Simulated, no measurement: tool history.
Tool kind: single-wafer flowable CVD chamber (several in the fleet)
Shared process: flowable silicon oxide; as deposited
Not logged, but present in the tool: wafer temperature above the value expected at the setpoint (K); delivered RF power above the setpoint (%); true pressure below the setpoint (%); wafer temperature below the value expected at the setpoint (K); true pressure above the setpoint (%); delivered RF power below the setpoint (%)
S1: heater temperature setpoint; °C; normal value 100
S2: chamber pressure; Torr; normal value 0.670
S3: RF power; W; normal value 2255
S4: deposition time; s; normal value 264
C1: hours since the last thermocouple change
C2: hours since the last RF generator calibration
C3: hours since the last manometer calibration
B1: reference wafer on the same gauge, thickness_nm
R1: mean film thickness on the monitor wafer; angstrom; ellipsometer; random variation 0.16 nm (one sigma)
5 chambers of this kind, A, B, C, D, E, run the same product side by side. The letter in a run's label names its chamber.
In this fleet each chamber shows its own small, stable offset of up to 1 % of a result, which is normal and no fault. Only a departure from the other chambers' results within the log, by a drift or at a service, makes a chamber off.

run	hour	S1	S2	S3	S4	C1	C2	C3	B1	R1
1B	12.7	100	0.670	2255	264	882.9	1430.3	1064.1	146.97	1306.50
# hour 21.3: chamber E: thermocouple changed; heater temperature recalibrated
2D	24.2	100	0.670	2255	264	891.5	733.7	1929.5	147.04	1302.50
3C	38.6	100	0.670	2255	264	311.2	581.2	1198.2	147.08	1286.30
4E	45.1	100	0.670	2255	264	23.9	62.2	1107.2	147.11	1286.70
5A	55.1	100	0.670	2255	264	724.4	582.9	1130.9	147.14	1301.90
6C	63.4	100	0.670	2255	264	336.0	606.0	1223.0	147.12	1289.30
7E	74.6	100	0.670	2255	264	53.4	91.7	1136.7	147.15	1289.10
8A	86.0	100	0.670	2255	264	755.3	613.8	1161.8	147.15	1302.10
9B	96.3	100	0.670	2255	264	966.5	1513.9	1147.7	147.15	1306.80
# hour 99.6: chamber D: RF generator calibrated
10D	109.4	100	0.670	2255	264	976.7	9.9	2014.7	147.23	1304.30
11E	122.3	100	0.670	2255	264	101.1	139.4	1184.4	147.23	1288.70
# hour 127.4: chamber B: RF generator calibrated
12B	135.8	100	0.670	2255	264	1006.0	8.4	1187.2	147.24	1307.70
13D	146.9	100	0.670	2255	264	1014.2	47.4	2052.2	147.27	1301.50
14C	158.3	100	0.670	2255	264	430.9	700.9	1317.9	147.30	1288.50
15A	165.1	100	0.670	2255	264	834.4	692.9	1240.9	147.27	1304.60
16E	173.3	112	0.670	2255	292	152.1	190.4	1235.4	147.38	956.70
17B	184.7	112	0.670	2255	292	1054.9	57.3	1236.1	147.36	975.84
# hour 188.3: chamber D: capacitance manometer re-zeroed and calibrated
# hour 193.3: chamber E: capacitance manometer re-zeroed and calibrated
18A	195.0	112	0.670	2255	292	864.3	722.8	1270.8	147.41	975.42
19D	207.6	112	0.670	2255	292	1074.9	108.1	19.3	147.44	969.01
20C	215.0	112	0.670	2255	292	487.6	757.6	1374.6	147.40	954.97
21B	224.0	100	0.670	2255	264	1094.2	96.6	1275.4	147.42	1307.20
22A	232.2	100	0.670	2255	264	901.5	760.0	1308.0	147.47	1305.40
23C	244.6	100	0.670	2255	264	517.2	787.2	1404.2	147.41	1287.20
24E	251.8	100	0.670	2255	264	230.6	268.9	58.5	147.47	1292.60
25D	262.8	100	0.670	2255	264	1130.1	163.3	74.5	147.53	1305.80
26E	274.9	87	0.824	2255	264	253.7	292.0	81.6	147.51	2623.30
27D	288.1	87	0.824	2255	264	1155.4	188.6	99.8	147.59	2621.80
28C	295.3	87	0.824	2255	264	567.9	837.9	1454.9	147.54	2616.50
29B	303.1	87	0.824	2255	264	1173.3	175.7	1354.5	147.59	2608.90
30A	317.3	87	0.824	2255	264	986.6	845.1	1393.1	147.64	2598.30
31A	324.0	100	0.670	2255	264	993.3	851.8	1399.8	147.59	1304.80
32E	337.3	100	0.670	2255	264	316.1	354.4	144.0	147.69	1292.90
33D	346.7	100	0.670	2255	264	1214.0	247.2	158.4	147.67	1306.90
34B	360.5	100	0.670	2255	264	1230.7	233.1	1411.9	147.66	1311.20
35C	373.2	100	0.670	2255	264	645.8	915.8	1532.8	147.73	1293.70
36B	385.4	100	0.670	2255	264	1255.6	258.0	1436.8	147.73	1312.70

For the next run the whole fleet of 5 chambers uses the same settings. Give each chamber's results:
37A	395.9	100	0.670	2040	264					?
37B	395.9	100	0.670	2040	264					?
37C	395.9	100	0.670	2040	264					?
37D	395.9	100	0.670	2040	264					?
37E	395.9	100	0.670	2040	264					?

run	R1
37A	1281.50
37B	1287.60
37C	1269.70
37D	1286.90
37E	1272.40
